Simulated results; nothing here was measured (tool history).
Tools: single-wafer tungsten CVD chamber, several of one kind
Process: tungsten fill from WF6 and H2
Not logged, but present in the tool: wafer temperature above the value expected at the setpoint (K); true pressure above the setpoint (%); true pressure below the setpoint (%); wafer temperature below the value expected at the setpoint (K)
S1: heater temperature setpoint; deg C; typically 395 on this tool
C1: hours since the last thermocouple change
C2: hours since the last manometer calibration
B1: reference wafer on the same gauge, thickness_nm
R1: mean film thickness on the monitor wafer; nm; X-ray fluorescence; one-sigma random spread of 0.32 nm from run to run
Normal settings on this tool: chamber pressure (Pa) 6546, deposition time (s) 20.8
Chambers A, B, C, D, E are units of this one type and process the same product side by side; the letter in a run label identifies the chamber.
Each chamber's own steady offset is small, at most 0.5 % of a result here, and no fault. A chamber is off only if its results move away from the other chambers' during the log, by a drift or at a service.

run 1A hour=5.6 | S1=395 chamber_pressure_(Pa)=6546 deposition_time_(s)=20.8 | C1=848.1 C2=1787 | B1=74.456 | R1=69.55
run 2D hour=10.4 | S1=395 chamber_pressure_(Pa)=6546 deposition_time_(s)=20.8 | C1=486 C2=1088 | B1=74.531 | R1=68.85
run 3B hour=19.6 | S1=395 chamber_pressure_(Pa)=6546 deposition_time_(s)=20.8 | C1=700.8 C2=1297.4 | B1=74.494 | R1=69.426
run 4E hour=24.6 | S1=395 chamber_pressure_(Pa)=6546 deposition_time_(s)=20.8 | C1=1014.5 C2=160.2 | B1=74.624 | R1=69.938
run 5C hour=31.8 | S1=395 chamber_pressure_(Pa)=6546 deposition_time_(s)=20.8 | C1=1254.8 C2=612.2 | B1=74.477 | R1=69.054
run 6B hour=36.6 | S1=395 chamber_pressure_(Pa)=6546 deposition_time_(s)=20.8 | C1=717.8 C2=1314.4 | B1=74.452 | R1=68.768
run 7E hour=46.3 | S1=395 chamber_pressure_(Pa)=6546 deposition_time_(s)=20.8 | C1=1036.2 C2=181.9 | B1=74.487 | R1=69.452
run 8D hour=55.8 | S1=395 chamber_pressure_(Pa)=6546 deposition_time_(s)=20.8 | C1=531.4 C2=1133.4 | B1=74.489 | R1=68.691
run 9A hour=61.1 | S1=385 chamber_pressure_(Pa)=6546 deposition_time_(s)=22.6 | C1=903.6 C2=1842.5 | B1=74.549 | R1=62.489
run 10C hour=66.8 | S1=385 chamber_pressure_(Pa)=6546 deposition_time_(s)=22.6 | C1=1289.8 C2=647.2 | B1=74.465 | R1=61.768
run 11C hour=72.9 | S1=385 chamber_pressure_(Pa)=6546 deposition_time_(s)=22.6 | C1=1295.9 C2=653.3 | B1=74.518 | R1=61.872
run 12E hour=80.7 | S1=385 chamber_pressure_(Pa)=6546 deposition_time_(s)=22.6 | C1=1070.6 C2=216.3 | B1=74.538 | R1=61.807
run 13A hour=89.3 | S1=385 chamber_pressure_(Pa)=6546 deposition_time_(s)=22.6 | C1=931.8 C2=1870.7 | B1=74.494 | R1=62.185
run 14D hour=99 | S1=395 chamber_pressure_(Pa)=6546 deposition_time_(s)=20.8 | C1=574.6 C2=1176.6 | B1=74.553 | R1=69.75
run 15B hour=106.3 | S1=395 chamber_pressure_(Pa)=6546 deposition_time_(s)=20.8 | C1=787.5 C2=1384.1 | B1=74.566 | R1=68.706
run 16C hour=115.9 | S1=395 chamber_pressure_(Pa)=6546 deposition_time_(s)=20.8 | C1=1338.9 C2=696.3 | B1=74.385 | R1=68.281
run 17D hour=124.1 | S1=395 chamber_pressure_(Pa)=6546 deposition_time_(s)=20.8 | C1=599.7 C2=1201.7 | B1=74.476 | R1=69.479
run 18E hour=131.6 | S1=395 chamber_pressure_(Pa)=6546 deposition_time_(s)=20.8 | C1=1121.5 C2=267.2 | B1=74.555 | R1=68.832
run 19B hour=141.5 | S1=395 chamber_pressure_(Pa)=6546 deposition_time_(s)=20.8 | C1=822.7 C2=1419.3 | B1=74.563 | R1=68.957
run 20A hour=151.9 | S1=395 chamber_pressure_(Pa)=6546 deposition_time_(s)=20.8 | C1=994.4 C2=1933.3 | B1=74.532 | R1=70.215
run 21C hour=161.1 | S1=395 chamber_pressure_(Pa)=6546 deposition_time_(s)=20.8 | C1=1384.1 C2=741.5 | B1=74.482 | R1=68.926
run 22A hour=167 | S1=395 chamber_pressure_(Pa)=6546 deposition_time_(s)=20.8 | C1=1009.5 C2=1948.4 | B1=74.499 | R1=69.859
run 23D hour=175.8 | S1=395 chamber_pressure_(Pa)=6546 deposition_time_(s)=17.7 | C1=651.4 C2=1253.4 | B1=74.47 | R1=58.278
run 24B hour=184.1 | S1=395 chamber_pressure_(Pa)=6546 deposition_time_(s)=17.7 | C1=865.3 C2=1461.9 | B1=74.563 | R1=58.148
run 25E hour=193 | S1=395 chamber_pressure_(Pa)=6546 deposition_time_(s)=17.7 | C1=1182.9 C2=328.6 | B1=74.49 | R1=58.761
run 26E hour=201.6 | S1=395 chamber_pressure_(Pa)=6546 deposition_time_(s)=17.7 | C1=1191.5 C2=337.2 | B1=74.467 | R1=58.298
run 27C hour=206.8 | S1=395 chamber_pressure_(Pa)=6546 deposition_time_(s)=17.7 | C1=1429.8 C2=787.2 | B1=74.459 | R1=58.316
run 28B hour=217 | S1=383 chamber_pressure_(Pa)=6546 deposition_time_(s)=18.7 | C1=898.2 C2=1494.8 | B1=74.55 | R1=49.106
run 29D hour=227 | S1=383 chamber_pressure_(Pa)=6546 deposition_time_(s)=18.7 | C1=702.6 C2=1304.6 | B1=74.491 | R1=47.61
run 30A hour=236.2 | S1=383 chamber_pressure_(Pa)=6546 deposition_time_(s)=18.7 | C1=1078.7 C2=2017.6 | B1=74.509 | R1=49.275
run 31C hour=245.9 | S1=383 chamber_pressure_(Pa)=6546 deposition_time_(s)=18.7 | C1=1468.9 C2=826.3 | B1=74.569 | R1=48.844
run 32B hour=252.6 | S1=383 chamber_pressure_(Pa)=6546 deposition_time_(s)=18.7 | C1=933.8 C2=1530.4 | B1=74.544 | R1=48.798
run 33A hour=259.7 | S1=395 chamber_pressure_(Pa)=6546 deposition_time_(s)=20.8 | C1=1102.2 C2=2041.1 | B1=74.464 | R1=69.535
run 34E hour=266.2 | S1=401 chamber_pressure_(Pa)=6546 deposition_time_(s)=16.9 | C1=1256.1 C2=401.8 | B1=74.563 | R1=62.703
run 35D hour=272 | S1=401 chamber_pressure_(Pa)=6546 deposition_time_(s)=16.9 | C1=747.6 C2=1349.6 | B1=74.473 | R1=60.258

Predict what each chamber gives when all 5 of them run the settings below next.
run 36A hour=279.8 | S1=395 chamber_pressure_(Pa)=7133 deposition_time_(s)=20.8 | R1=?
run 36B hour=279.8 | S1=395 chamber_pressure_(Pa)=7133 deposition_time_(s)=20.8 | R1=?
run 36C hour=279.8 | S1=395 chamber_pressure_(Pa)=7133 deposition_time_(s)=20.8 | R1=?
run 36D hour=279.8 | S1=395 chamber_pressure_(Pa)=7133 deposition_time_(s)=20.8 | R1=?
run 36E hour=279.8 | S1=395 chamber_pressure_(Pa)=7133 deposition_time_(s)=20.8 | R1=?

run=36A R1=72.18
run=36B R1=71.872
run=36C R1=72.033
run=36D R1=69.7
run=36E R1=72.755
